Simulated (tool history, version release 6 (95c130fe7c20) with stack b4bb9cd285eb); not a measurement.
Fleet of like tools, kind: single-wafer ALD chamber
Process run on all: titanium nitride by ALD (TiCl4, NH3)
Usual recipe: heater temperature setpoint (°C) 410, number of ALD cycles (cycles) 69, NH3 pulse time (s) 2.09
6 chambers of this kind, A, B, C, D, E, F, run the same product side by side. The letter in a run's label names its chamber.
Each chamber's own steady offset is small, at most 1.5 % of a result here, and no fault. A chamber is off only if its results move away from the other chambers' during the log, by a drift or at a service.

run,hour,heater temperature setpoint (°C),number of ALD cycles (cycles),NH3 pulse time (s),"read-back reference wafer on the same gauge, thickness_nm",mean film thickness on the monitor wafer (angstrom)
1E,5.5,410,69,2.09,1.4696,15.417
2A,12.1,410,69,2.09,1.4696,15.195
3D,17.8,410,69,2.09,1.4694,15.239
4F,22.7,410,69,2.09,1.4693,15.115
5C,27.8,420,69,1.78,1.4693,15.26
6B,33.8,420,69,1.78,1.4686,15.135
7E,38.1,420,69,1.78,1.4688,15.377
8C,44.4,420,69,1.78,1.4688,15.217
9D,48.7,420,69,1.78,1.4684,15.24
10F,55.7,420,69,1.78,1.4682,15.113
11A,61.3,410,58,2.09,1.4681,12.723
12B,69,410,58,2.09,1.468,12.715
13F,73.6,410,58,2.09,1.4679,12.732
14B,79.7,410,58,2.09,1.4673,12.732
15D,84,410,58,2.09,1.4675,12.807
16E,87.6,410,58,2.09,1.4674,12.924
17C,94,410,69,2.09,1.4672,15.233
# hour 96.5: chamber F: thermocouple changed; heater temperature recalibrated
18A,101.6,410,69,2.09,1.4672,15.195
19E,108.5,410,69,2.09,1.4664,15.37
20A,112.4,410,69,2.09,1.4667,15.197
21C,118.1,410,69,2.09,1.4667,15.234
22B,123.7,410,74,2.09,1.4657,16.234
23F,128.6,410,74,2.09,1.4662,16.22
24D,132.9,410,74,2.09,1.4658,16.265
25D,136.7,410,74,2.09,1.4658,16.31
26A,143.1,410,74,2.09,1.4662,16.251
27B,147.5,410,74,2.09,1.4653,16.24
28C,155.1,410,69,2.09,1.4645,15.227
# hour 160.5: chamber A: thermocouple changed; heater temperature recalibrated
29F,161.7,410,69,2.09,1.4651,15.084
30E,165.3,410,69,2.09,1.4649,15.355
31E,169.5,410,69,2.09,1.4653,15.399
32D,174.9,410,69,2.09,1.4641,15.201
33B,181.2,410,69,2.09,1.4647,15.113
34F,184.7,410,69,2.09,1.4643,15.089
35A,188.9,410,69,2.09,1.464,15.147
36C,195.2,410,69,2.09,1.4638,15.231
37E,201.2,410,69,2.09,1.4638,15.347
38F,206,410,69,2.09,1.4637,15.058
39B,211.6,410,69,2.09,1.4632,15.077
40C,218.4,410,69,2.09,1.4634,15.198
41A,222.6,410,69,2.09,1.463,15.144
42D,230.2,410,69,2.09,1.4628,15.163
43B,233.8,410,69,2.09,1.463,15.082
44F,239.4,410,69,2.09,1.4625,15.071

For the next run the whole fleet of 6 chambers uses the same settings. Give each chamber's results:
45A,245.1,410,69,2.09,,?
45B,245.1,410,69,2.09,,?
45C,245.1,410,69,2.09,,?
45D,245.1,410,69,2.09,,?
45E,245.1,410,69,2.09,,?
45F,245.1,410,69,2.09,,?

run,mean film thickness on the monitor wafer (angstrom)
45A,15.123
45B,15.085
45C,15.168
45D,15.167
45E,15.349
45F,15.032
